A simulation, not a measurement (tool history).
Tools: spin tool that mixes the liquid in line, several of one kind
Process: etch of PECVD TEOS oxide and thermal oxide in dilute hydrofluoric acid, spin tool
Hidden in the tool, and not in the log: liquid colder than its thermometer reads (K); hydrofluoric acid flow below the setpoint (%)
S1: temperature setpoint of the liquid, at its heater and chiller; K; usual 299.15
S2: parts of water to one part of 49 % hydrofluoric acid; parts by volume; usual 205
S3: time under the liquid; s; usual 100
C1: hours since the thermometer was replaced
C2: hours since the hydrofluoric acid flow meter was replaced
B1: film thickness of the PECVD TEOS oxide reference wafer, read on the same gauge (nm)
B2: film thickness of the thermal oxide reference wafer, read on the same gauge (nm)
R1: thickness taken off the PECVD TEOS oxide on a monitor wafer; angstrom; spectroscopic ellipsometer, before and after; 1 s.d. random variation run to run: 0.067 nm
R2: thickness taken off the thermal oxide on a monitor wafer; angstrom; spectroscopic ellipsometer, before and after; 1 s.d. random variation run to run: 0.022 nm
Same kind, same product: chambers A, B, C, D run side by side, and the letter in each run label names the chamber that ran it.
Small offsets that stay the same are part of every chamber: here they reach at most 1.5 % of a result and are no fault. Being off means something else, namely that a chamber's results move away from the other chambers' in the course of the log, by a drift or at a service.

run	hour	S1	S2	S3	C1	C2	B1	B2	R1	R2
1D	3.7	299.15	205	100	553.3	1077.3	59.985	60.009	107.24	23.496
2C	9.3	299.15	205	100	525.3	141.8	59.974	59.988	106.94	23.379
3B	13	299.15	205	100	1272.8	861.9	59.979	59.99	107.75	23.716
4A	16.5	299.15	205	100	2435.8	75.3	59.993	59.98	105.96	23.735
5B	21.8	300.65	245	100	1281.6	870.7	60.01	59.985	89.125	20.346
6D	27.1	300.65	245	100	576.7	1100.7	60.038	60.014	90.198	19.786
7C	31.6	300.65	245	100	547.6	164.1	59.997	60.017	91.864	20.091
8A	36.2	300.65	245	100	2455.5	95	60.017	60.012	90.378	20.039
9B	39.3	299.15	205	100	1299.1	888.2	59.995	59.966	106.1	23.953
10D	42	299.15	205	100	591.6	1115.6	60.028	59.974	107.57	23.586
11A	46.3	299.15	205	100	2465.6	105.1	60.01	59.98	105.92	23.424
12C	49.1	299.15	290	50	565.1	181.6	60.016	59.964	34.621	7.6989
13C	51.7	299.15	290	50	567.7	184.2	59.97	59.961	34.623	7.7488
14A	55.5	299.15	290	50	2474.8	114.3	60.015	60.014	34.621	7.6827
15D	58.5	299.15	290	50	608.1	1132.1	59.987	59.991	34.243	7.562
16B	62.2	299.15	205	100	1322	911.1	59.987	60.035	106.67	23.445
17D	65.5	299.15	205	100	615.1	1139.1	60.004	60.029	106.13	23.262
18A	70.9	299.15	205	100	2490.2	129.7	59.972	59.981	106.95	23.537
19C	75.3	299.15	205	100	591.3	207.8	59.997	59.968	107.8	23.334
20B	78.2	299.15	205	100	1338	927.1	60.022	59.99	106.61	23.616
21B	80.6	299.15	205	100	1340.4	929.5	59.996	60.025	106.37	23.254
22A	85.4	299.15	205	100	2504.7	144.2	59.988	59.961	105.79	23.901
23D	88.5	299.15	205	100	638.1	1162.1	59.98	59.972	104.8	22.969
24C	91.6	299.15	205	100	607.6	224.1	60.016	59.968	107.26	23.391
# hour 95.6: chamber C: thermometer replaced
25C	95.7	299.15	205	100	0.1	228.2	60.015	59.974	107.56	23.623
26B	99	299.15	205	100	1358.8	947.9	59.967	60.02	106.68	23.691
27A	103.2	299.15	205	100	2522.5	162	60.03	59.985	108.19	23.484
28D	106.2	299.15	205	100	655.8	1179.8	59.964	60.043	102.96	22.956
29D	111.1	299.15	205	100	660.7	1184.7	59.996	60.013	102.51	22.616
30B	114.9	299.15	205	100	1374.7	963.8	59.993	59.988	107	23.742
31A	119.6	299.15	205	100	2538.9	178.4	59.992	59.961	107.72	23.875
32C	125.2	304.15	205	100	29.6	257.7	60.025	60.007	127.24	28.105
33C	129.4	304.15	205	100	33.8	261.9	59.976	60.017	128.15	28.388
34A	133.8	304.15	205	100	2553.1	192.6	60.006	60.042	127.9	28.36
35D	136.3	304.15	205	100	685.9	1209.9	59.993	60.008	119.18	26.008
36B	140.4	299.15	205	100	1400.2	989.3	60.021	60.02	107.93	23.655

Each of the 4 chambers runs these same settings next. Fill in every chamber's results:
37A	144.4	299.15	205	100					?	?
37B	144.4	299.15	205	100					?	?
37C	144.4	299.15	205	100					?	?
37D	144.4	299.15	205	100					?	?

run	R1	R2
37A	107.31	23.52
37B	105.75	23.879
37C	107.22	23.499
37D	99.008	21.679

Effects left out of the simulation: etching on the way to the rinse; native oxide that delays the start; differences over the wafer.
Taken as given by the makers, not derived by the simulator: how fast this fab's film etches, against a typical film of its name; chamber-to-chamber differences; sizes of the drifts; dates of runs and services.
